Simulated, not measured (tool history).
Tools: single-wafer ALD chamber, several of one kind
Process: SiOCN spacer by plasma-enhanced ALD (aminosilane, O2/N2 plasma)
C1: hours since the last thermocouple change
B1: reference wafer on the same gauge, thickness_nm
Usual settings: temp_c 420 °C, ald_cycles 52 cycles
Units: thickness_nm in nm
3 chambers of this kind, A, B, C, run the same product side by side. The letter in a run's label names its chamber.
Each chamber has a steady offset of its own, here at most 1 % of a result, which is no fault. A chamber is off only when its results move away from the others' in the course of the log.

run 1C hour=12.7 | temp_c=420 ald_cycles=52 | C1=1839.2 | B1=3.0208 | thickness_nm=2.9539
run 2A hour=22.8 | temp_c=420 ald_cycles=52 | C1=1540.1 | B1=3.0181 | thickness_nm=2.9468
run 3B hour=32.9 | temp_c=420 ald_cycles=52 | C1=1472.6 | B1=3.0196 | thickness_nm=2.9206
run 4C hour=39 | temp_c=420 ald_cycles=52 | C1=1865.5 | B1=3.019 | thickness_nm=2.9489
run 5A hour=51.7 | temp_c=420 ald_cycles=52 | C1=1569 | B1=3.0202 | thickness_nm=2.938
run 6B hour=62.9 | temp_c=420 ald_cycles=52 | C1=1502.6 | B1=3.0205 | thickness_nm=2.9255
run 7B hour=69.3 | temp_c=414 ald_cycles=47 | C1=1509 | B1=3.0193 | thickness_nm=2.6871
run 8A hour=77.3 | temp_c=414 ald_cycles=47 | C1=1594.6 | B1=3.0209 | thickness_nm=2.717
run 9C hour=83.3 | temp_c=414 ald_cycles=47 | C1=1909.8 | B1=3.0181 | thickness_nm=2.7131
run 10C hour=91.8 | temp_c=420 ald_cycles=52 | C1=1918.3 | B1=3.0187 | thickness_nm=2.9603
run 11B hour=103.6 | temp_c=420 ald_cycles=52 | C1=1543.3 | B1=3.0183 | thickness_nm=2.9244
run 12A hour=116.4 | temp_c=432 ald_cycles=52 | C1=1633.7 | B1=3.0183 | thickness_nm=2.8406
run 13C hour=127.8 | temp_c=432 ald_cycles=52 | C1=1954.3 | B1=3.0208 | thickness_nm=2.8383
run 14B hour=135.8 | temp_c=432 ald_cycles=52 | C1=1575.5 | B1=3.0203 | thickness_nm=2.8178
run 15A hour=142.8 | temp_c=420 ald_cycles=52 | C1=1660.1 | B1=3.0198 | thickness_nm=2.9693
run 16C hour=153.9 | temp_c=420 ald_cycles=52 | C1=1980.4 | B1=3.0212 | thickness_nm=2.9474
run 17B hour=160.4 | temp_c=430 ald_cycles=47 | C1=1600.1 | B1=3.0222 | thickness_nm=2.5627
run 18A hour=169.9 | temp_c=430 ald_cycles=47 | C1=1687.2 | B1=3.0201 | thickness_nm=2.5996
run 19C hour=177.7 | temp_c=430 ald_cycles=47 | C1=2004.2 | B1=3.0202 | thickness_nm=2.5807
run 20B hour=183.7 | temp_c=420 ald_cycles=52 | C1=1623.4 | B1=3.02 | thickness_nm=2.9292
run 21A hour=191.1 | temp_c=420 ald_cycles=52 | C1=1708.4 | B1=3.0204 | thickness_nm=2.9687
run 22A hour=202.8 | temp_c=420 ald_cycles=52 | C1=1720.1 | B1=3.02 | thickness_nm=2.9537
run 23C hour=209.4 | temp_c=420 ald_cycles=52 | C1=2035.9 | B1=3.022 | thickness_nm=2.9645
run 24B hour=220.1 | temp_c=420 ald_cycles=52 | C1=1659.8 | B1=3.0189 | thickness_nm=2.9216
run 25B hour=230.8 | temp_c=420 ald_cycles=52 | C1=1670.5 | B1=3.017 | thickness_nm=2.9331
run 26C hour=240 | temp_c=420 ald_cycles=52 | C1=2066.5 | B1=3.0188 | thickness_nm=2.9468
run 27A hour=248.6 | temp_c=420 ald_cycles=52 | C1=1765.9 | B1=3.017 | thickness_nm=2.9683
run 28C hour=257.1 | temp_c=420 ald_cycles=59 | C1=2083.6 | B1=3.0181 | thickness_nm=3.3497
run 29A hour=270.3 | temp_c=420 ald_cycles=59 | C1=1787.6 | B1=3.0193 | thickness_nm=3.3736
run 30B hour=283.1 | temp_c=420 ald_cycles=59 | C1=1722.8 | B1=3.0199 | thickness_nm=3.3261
run 31C hour=295.2 | temp_c=420 ald_cycles=52 | C1=2121.7 | B1=3.021 | thickness_nm=2.9515
run 32B hour=304.7 | temp_c=420 ald_cycles=52 | C1=1744.4 | B1=3.0201 | thickness_nm=2.9393
-- hour=317.5 chamber C: thermocouple changed; heater temperature recalibrated
run 33A hour=317.9 | temp_c=420 ald_cycles=52 | C1=1835.2 | B1=3.0205 | thickness_nm=2.987
run 34C hour=331.6 | temp_c=420 ald_cycles=52 | C1=14.1 | B1=3.0202 | thickness_nm=2.9567
run 35B hour=340.7 | temp_c=428 ald_cycles=56 | C1=1780.4 | B1=3.0201 | thickness_nm=3.0678

Next, every chamber runs the same settings. What will each give?
run 36A hour=350.7 | temp_c=415 ald_cycles=52 | thickness_nm=?
run 36B hour=350.7 | temp_c=415 ald_cycles=52 | thickness_nm=?
run 36C hour=350.7 | temp_c=415 ald_cycles=52 | thickness_nm=?

run=36A thickness_nm=3.0393
run=36B thickness_nm=2.9798
run=36C thickness_nm=3.0006
